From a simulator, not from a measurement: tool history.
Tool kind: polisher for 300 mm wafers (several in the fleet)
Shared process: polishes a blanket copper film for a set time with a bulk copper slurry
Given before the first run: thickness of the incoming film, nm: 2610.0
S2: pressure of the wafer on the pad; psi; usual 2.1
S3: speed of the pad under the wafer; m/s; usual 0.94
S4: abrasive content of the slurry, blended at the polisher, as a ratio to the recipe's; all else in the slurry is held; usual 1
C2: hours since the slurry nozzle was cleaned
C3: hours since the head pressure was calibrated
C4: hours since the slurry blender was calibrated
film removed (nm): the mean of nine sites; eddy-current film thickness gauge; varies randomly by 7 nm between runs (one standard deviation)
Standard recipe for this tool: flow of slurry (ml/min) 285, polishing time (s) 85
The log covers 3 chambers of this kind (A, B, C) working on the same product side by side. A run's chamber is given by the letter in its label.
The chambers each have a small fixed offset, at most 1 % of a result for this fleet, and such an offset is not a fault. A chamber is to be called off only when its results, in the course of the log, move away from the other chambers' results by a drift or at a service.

run 1A hour=2.2 | flow_of_slurry_(ml/min)=285 S2=2.1 S3=0.94 S4=1 polishing_time_(s)=85 | wafers_polished_on_this_pad=329 C2=220.6 C3=20.5 C4=42.7 | film_removed_(nm)=468.05
run 2C hour=5.3 | flow_of_slurry_(ml/min)=285 S2=2.1 S3=0.94 S4=1 polishing_time_(s)=85 | wafers_polished_on_this_pad=918 C2=106.4 C3=182.7 C4=69.2 | film_removed_(nm)=493.67
run 3B hour=8.3 | flow_of_slurry_(ml/min)=285 S2=2.1 S3=0.94 S4=1 polishing_time_(s)=85 | wafers_polished_on_this_pad=245 C2=78 C3=756 C4=237.1 | film_removed_(nm)=478.25
run 4C hour=11.9 | flow_of_slurry_(ml/min)=285 S2=2.1 S3=0.94 S4=1 polishing_time_(s)=85 | wafers_polished_on_this_pad=958 C2=113 C3=189.3 C4=75.8 | film_removed_(nm)=479.94
run 5A hour=14.2 | flow_of_slurry_(ml/min)=245 S2=2.1 S3=0.94 S4=1 polishing_time_(s)=66 | wafers_polished_on_this_pad=401 C2=232.6 C3=32.5 C4=54.7 | film_removed_(nm)=367.87
run 6B hour=18.1 | flow_of_slurry_(ml/min)=245 S2=2.1 S3=0.94 S4=1 polishing_time_(s)=66 | wafers_polished_on_this_pad=305 C2=87.8 C3=765.8 C4=246.9 | film_removed_(nm)=365.78
run 7A hour=22.4 | flow_of_slurry_(ml/min)=245 S2=2.1 S3=0.94 S4=1 polishing_time_(s)=66 | wafers_polished_on_this_pad=451 C2=240.8 C3=40.7 C4=62.9 | film_removed_(nm)=367.15
run 8C hour=26.3 | flow_of_slurry_(ml/min)=285 S2=2.1 S3=0.94 S4=1 polishing_time_(s)=85 | wafers_polished_on_this_pad=1045 C2=127.4 C3=203.7 C4=90.2 | film_removed_(nm)=476.08
run 9B hour=30.8 | flow_of_slurry_(ml/min)=285 S2=2.1 S3=0.94 S4=1 polishing_time_(s)=85 | wafers_polished_on_this_pad=381 C2=100.5 C3=778.5 C4=259.6 | film_removed_(nm)=481.88
run 10B hour=35.1 | flow_of_slurry_(ml/min)=285 S2=2.1 S3=0.94 S4=1 polishing_time_(s)=85 | wafers_polished_on_this_pad=407 C2=104.8 C3=782.8 C4=263.9 | film_removed_(nm)=481.48
run 11A hour=38.8 | flow_of_slurry_(ml/min)=285 S2=2.1 S3=0.94 S4=1 polishing_time_(s)=85 | wafers_polished_on_this_pad=550 C2=257.2 C3=57.1 C4=79.3 | film_removed_(nm)=472.42
run 12C hour=42.2 | flow_of_slurry_(ml/min)=285 S2=2.1 S3=1.2 S4=1 polishing_time_(s)=85 | wafers_polished_on_this_pad=1141 C2=143.3 C3=219.6 C4=106.1 | film_removed_(nm)=618.65
run 13B hour=44.8 | flow_of_slurry_(ml/min)=285 S2=2.1 S3=1.2 S4=1 polishing_time_(s)=85 | wafers_polished_on_this_pad=466 C2=114.5 C3=792.5 C4=273.6 | film_removed_(nm)=617.72
run 14C hour=48 | flow_of_slurry_(ml/min)=285 S2=2.1 S3=1.2 S4=1 polishing_time_(s)=85 | wafers_polished_on_this_pad=1176 C2=149.1 C3=225.4 C4=111.9 | film_removed_(nm)=612.99
run 15A hour=52.4 | flow_of_slurry_(ml/min)=285 S2=2.1 S3=0.94 S4=1 polishing_time_(s)=85 | wafers_polished_on_this_pad=632 C2=270.8 C3=70.7 C4=92.9 | film_removed_(nm)=477.88
run 16C hour=55 | flow_of_slurry_(ml/min)=285 S2=2.1 S3=0.94 S4=1 polishing_time_(s)=85 | wafers_polished_on_this_pad=1218 C2=156.1 C3=232.4 C4=118.9 | film_removed_(nm)=494.3
run 17B hour=59.6 | flow_of_slurry_(ml/min)=285 S2=2.1 S3=0.94 S4=1 polishing_time_(s)=85 | wafers_polished_on_this_pad=555 C2=129.3 C3=807.3 C4=288.4 | film_removed_(nm)=478.41
-- hour=60.9 chamber C: slurry blender recalibrated
-- hour=61.4 chamber C: worn pad replaced by a new one
run 18A hour=62.9 | flow_of_slurry_(ml/min)=285 S2=2.1 S3=0.94 S4=1 polishing_time_(s)=85 | wafers_polished_on_this_pad=695 C2=281.3 C3=81.2 C4=103.4 | film_removed_(nm)=481.42
run 19A hour=67.5 | flow_of_slurry_(ml/min)=285 S2=2.6 S3=0.68 S4=1 polishing_time_(s)=85 | wafers_polished_on_this_pad=723 C2=285.9 C3=85.8 C4=108 | film_removed_(nm)=431.42
run 20C hour=69.7 | flow_of_slurry_(ml/min)=285 S2=2.6 S3=0.68 S4=1 polishing_time_(s)=85 | wafers_polished_on_this_pad=50 C2=170.8 C3=247.1 C4=8.9 | film_removed_(nm)=430.09
-- hour=70 chamber A: worn pad replaced by a new one
run 21B hour=71.8 | flow_of_slurry_(ml/min)=285 S2=2.6 S3=0.68 S4=1 polishing_time_(s)=85 | wafers_polished_on_this_pad=628 C2=141.5 C3=819.5 C4=300.6 | film_removed_(nm)=434.44
run 22A hour=75.5 | flow_of_slurry_(ml/min)=285 S2=2.1 S3=0.94 S4=1 polishing_time_(s)=85 | wafers_polished_on_this_pad=33 C2=293.9 C3=93.8 C4=116 | film_removed_(nm)=482.14
run 23B hour=79.4 | flow_of_slurry_(ml/min)=285 S2=2.1 S3=0.94 S4=1 polishing_time_(s)=85 | wafers_polished_on_this_pad=674 C2=149.1 C3=827.1 C4=308.2 | film_removed_(nm)=491.56
run 24C hour=82.2 | flow_of_slurry_(ml/min)=285 S2=2.1 S3=0.94 S4=1 polishing_time_(s)=85 | wafers_polished_on_this_pad=125 C2=183.3 C3=259.6 C4=21.4 | film_removed_(nm)=492.56
run 25C hour=86.6 | flow_of_slurry_(ml/min)=285 S2=2.5 S3=0.94 S4=1 polishing_time_(s)=85 | wafers_polished_on_this_pad=152 C2=187.7 C3=264 C4=25.8 | film_removed_(nm)=588.73
run 26A hour=89 | flow_of_slurry_(ml/min)=285 S2=2.5 S3=0.94 S4=1 polishing_time_(s)=85 | wafers_polished_on_this_pad=114 C2=307.4 C3=107.3 C4=129.5 | film_removed_(nm)=581.86
run 27B hour=93.2 | flow_of_slurry_(ml/min)=285 S2=2.5 S3=0.94 S4=1 polishing_time_(s)=85 | wafers_polished_on_this_pad=758 C2=162.9 C3=840.9 C4=322 | film_removed_(nm)=579.72
run 28C hour=97.3 | flow_of_slurry_(ml/min)=285 S2=2.1 S3=0.94 S4=1 polishing_time_(s)=85 | wafers_polished_on_this_pad=216 C2=198.4 C3=274.7 C4=36.5 | film_removed_(nm)=487.92
run 29B hour=100.2 | flow_of_slurry_(ml/min)=285 S2=2.1 S3=0.94 S4=0.9 polishing_time_(s)=85 | wafers_polished_on_this_pad=800 C2=169.9 C3=847.9 C4=329 | film_removed_(nm)=466.61
run 30A hour=104.3 | flow_of_slurry_(ml/min)=285 S2=2.1 S3=0.94 S4=0.9 polishing_time_(s)=85 | wafers_polished_on_this_pad=206 C2=322.7 C3=122.6 C4=144.8 | film_removed_(nm)=474.27
-- hour=105.8 chamber A: slurry blender recalibrated
run 31A hour=108.2 | flow_of_slurry_(ml/min)=285 S2=2.1 S3=0.94 S4=0.9 polishing_time_(s)=85 | wafers_polished_on_this_pad=230 C2=326.6 C3=126.5 C4=2.4 | film_removed_(nm)=454.5
run 32B hour=111.3 | flow_of_slurry_(ml/min)=285 S2=2.1 S3=0.94 S4=1 polishing_time_(s)=85 | wafers_polished_on_this_pad=867 C2=181 C3=859 C4=340.1 | film_removed_(nm)=485.72

Next, all 3 chambers run the settings below, one line each with question marks for the results. What does each chamber give?
run 33A hour=114.6 | flow_of_slurry_(ml/min)=285 S2=2.1 S3=0.94 S4=1 polishing_time_(s)=85 | film_removed_(nm)=?
run 33B hour=114.6 | flow_of_slurry_(ml/min)=285 S2=2.1 S3=0.94 S4=1 polishing_time_(s)=85 | film_removed_(nm)=?
run 33C hour=114.6 | flow_of_slurry_(ml/min)=285 S2=2.1 S3=0.94 S4=1 polishing_time_(s)=85 | film_removed_(nm)=?

run=33A film_removed_(nm)=475.57
run=33B film_removed_(nm)=475.68
run=33C film_removed_(nm)=504.43

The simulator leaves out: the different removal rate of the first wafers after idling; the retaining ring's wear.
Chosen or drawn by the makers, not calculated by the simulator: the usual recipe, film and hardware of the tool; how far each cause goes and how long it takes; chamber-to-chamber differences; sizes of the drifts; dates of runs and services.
